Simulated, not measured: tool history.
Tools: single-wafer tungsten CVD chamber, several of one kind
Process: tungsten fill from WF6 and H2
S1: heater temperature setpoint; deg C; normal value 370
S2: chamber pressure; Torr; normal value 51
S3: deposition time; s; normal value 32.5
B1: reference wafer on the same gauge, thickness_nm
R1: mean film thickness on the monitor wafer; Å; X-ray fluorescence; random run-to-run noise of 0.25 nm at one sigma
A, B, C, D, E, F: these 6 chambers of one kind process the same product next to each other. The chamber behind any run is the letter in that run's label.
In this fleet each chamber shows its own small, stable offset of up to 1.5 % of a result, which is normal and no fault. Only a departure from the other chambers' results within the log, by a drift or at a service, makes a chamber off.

Run 1D, day 0.258: usual settings; B1 61.062. Result: R1 670 Å.
Run 2C, day 0.542: usual settings; B1 61.126. Result: R1 676.29 Å.
Run 3A, day 0.783: usual settings; B1 61.138. Result: R1 673.84 Å.
Run 4B, day 1.067: usual settings; B1 61.094. Result: R1 675.46 Å.
Run 5E, day 1.254: usual settings; B1 61.096. Result: R1 668.26 Å.
Run 6F, day 1.546: usual settings; B1 61.094. Result: R1 672.51 Å.
Run 7F, day 1.733: usual settings; B1 61.103. Result: R1 669.18 Å.
Run 8A, day 2.025: usual settings; B1 61.1. Result: R1 672.51 Å.
Run 9C, day 2.2: usual settings; B1 61.001. Result: R1 671.77 Å.
Run 10E, day 2.342: usual settings; B1 61.081. Result: R1 669.63 Å.
Run 11D, day 2.475: usual settings but S1 380 deg C, S2 57.3 Torr; B1 61.102. Result: R1 867.2 Å.
Run 12B, day 2.646: usual settings but S1 380 deg C, S2 57.3 Torr; B1 61.147. Result: R1 872.58 Å.
Run 13E, day 2.792: usual settings but S1 380 deg C, S2 57.3 Torr; B1 61.099. Result: R1 860.85 Å.
Run 14F, day 2.962: usual settings but S1 380 deg C, S2 57.3 Torr; B1 61.096. Result: R1 876.31 Å.
Run 15A, day 3.104: usual settings but S1 380 deg C, S2 57.3 Torr; B1 61.054. Result: R1 873.67 Å.
Run 16C, day 3.342: usual settings but S1 380 deg C, S2 57.3 Torr; B1 61.049. Result: R1 871.27 Å.
Run 17B, day 3.479: usual settings; B1 61.05. Result: R1 667.69 Å.
Run 18D, day 3.771: usual settings but S1 364 deg C, S2 40.3 Torr; B1 61.076. Result: R1 528.48 Å.
Run 19F, day 4: usual settings but S1 364 deg C, S2 40.3 Torr; B1 61.089. Result: R1 530.18 Å.
Run 20D, day 4.221: usual settings but S1 364 deg C, S2 40.3 Torr; B1 61.151. Result: R1 526.63 Å.
Run 21B, day 4.504: usual settings but S1 364 deg C, S2 40.3 Torr; B1 61.138. Result: R1 524.26 Å.
Run 22C, day 4.667: usual settings but S1 364 deg C, S2 40.3 Torr; B1 61.073. Result: R1 529.71 Å.
Run 23A, day 4.917: usual settings but S1 364 deg C, S2 40.3 Torr; B1 61.08. Result: R1 530.6 Å.
Run 24E, day 5.179: usual settings; B1 61.063. Result: R1 666.03 Å.
Run 25A, day 5.438: usual settings; B1 61.129. Result: R1 673.88 Å.
Run 26F, day 5.658: usual settings; B1 61.1. Result: R1 672.31 Å.
Run 27E, day 5.833: usual settings; B1 61.059. Result: R1 667.56 Å.
Run 28D, day 6.012: usual settings; B1 61.159. Result: R1 669.21 Å.
Run 29B, day 6.267: usual settings; B1 61.15. Result: R1 659.97 Å.
Run 30C, day 6.55: usual settings; B1 61.133. Result: R1 671.66 Å.
Run 31A, day 6.708: usual settings; B1 61.14. Result: R1 670.91 Å.
Run 32B, day 6.904: usual settings; B1 61.126. Result: R1 660.91 Å.
Run 33C, day 7.071: usual settings; B1 61.135. Result: R1 677.69 Å.
Run 34E, day 7.371: usual settings; B1 61.042. Result: R1 668.35 Å.
Run 35D, day 7.538: usual settings but S1 376 deg C, S3 35.9 s; B1 61.107. Result: R1 837.95 Å.
Run 36F, day 7.833: usual settings but S1 376 deg C, S3 35.9 s; B1 61.116. Result: R1 839.49 Å.
Run 37C, day 8.033: usual settings but S1 376 deg C, S3 35.9 s; B1 61.156. Result: R1 843.46 Å.
Run 38D, day 8.321: usual settings but S1 376 deg C, S3 35.9 s; B1 61.115. Result: R1 842.94 Å.
Run 39F, day 8.546: usual settings but S1 376 deg C, S3 35.9 s; B1 61.155. Result: R1 839.26 Å.
Run 40A, day 8.679: usual settings but S1 376 deg C, S3 35.9 s; B1 61.048. Result: R1 843.32 Å.

Is one chamber out of step, is the gauge drifting, or do the chambers differ by no more than their own small offsets? For an off chamber, give its letter and the likeliest cause.

One chamber, B, drifts off from the rest bit by bit.
What lies behind it: wafer temperature below the value expected at the setpoint (K) = 1.79.
With only this log, it may be confused with: true pressure below the setpoint (%).

Here are 4 candidates for chamber B's next run, each the usual settings with a change, their results left as question marks. Which one brings its results back in line with what the others give on the usual settings?
To be in line, a result may differ from the other chambers' mean on the usual settings by at most: R1 8.9 Å
Run 41B-1, day 8.896: usual settings but S3 33.6 s. Result: R1 ?.
Run 41B-2, day 8.896: usual settings but S2 50.1 Torr, S3 31.7 s. Result: R1 ?.
Run 41B-3, day 8.896: usual settings but S2 50.7 Torr, S3 32.3 s. Result: R1 ?.
Run 41B-4, day 8.896: usual settings but S3 32.8 s. Result: R1 ?.

Mean of the other chambers on the usual settings: R1 672.12 Å
  run      R1
41B-1  671.44
41B-2  628.19
41B-3  643.63
41B-4   655.4
With 41B-1, the chamber falls back in line with the rest.
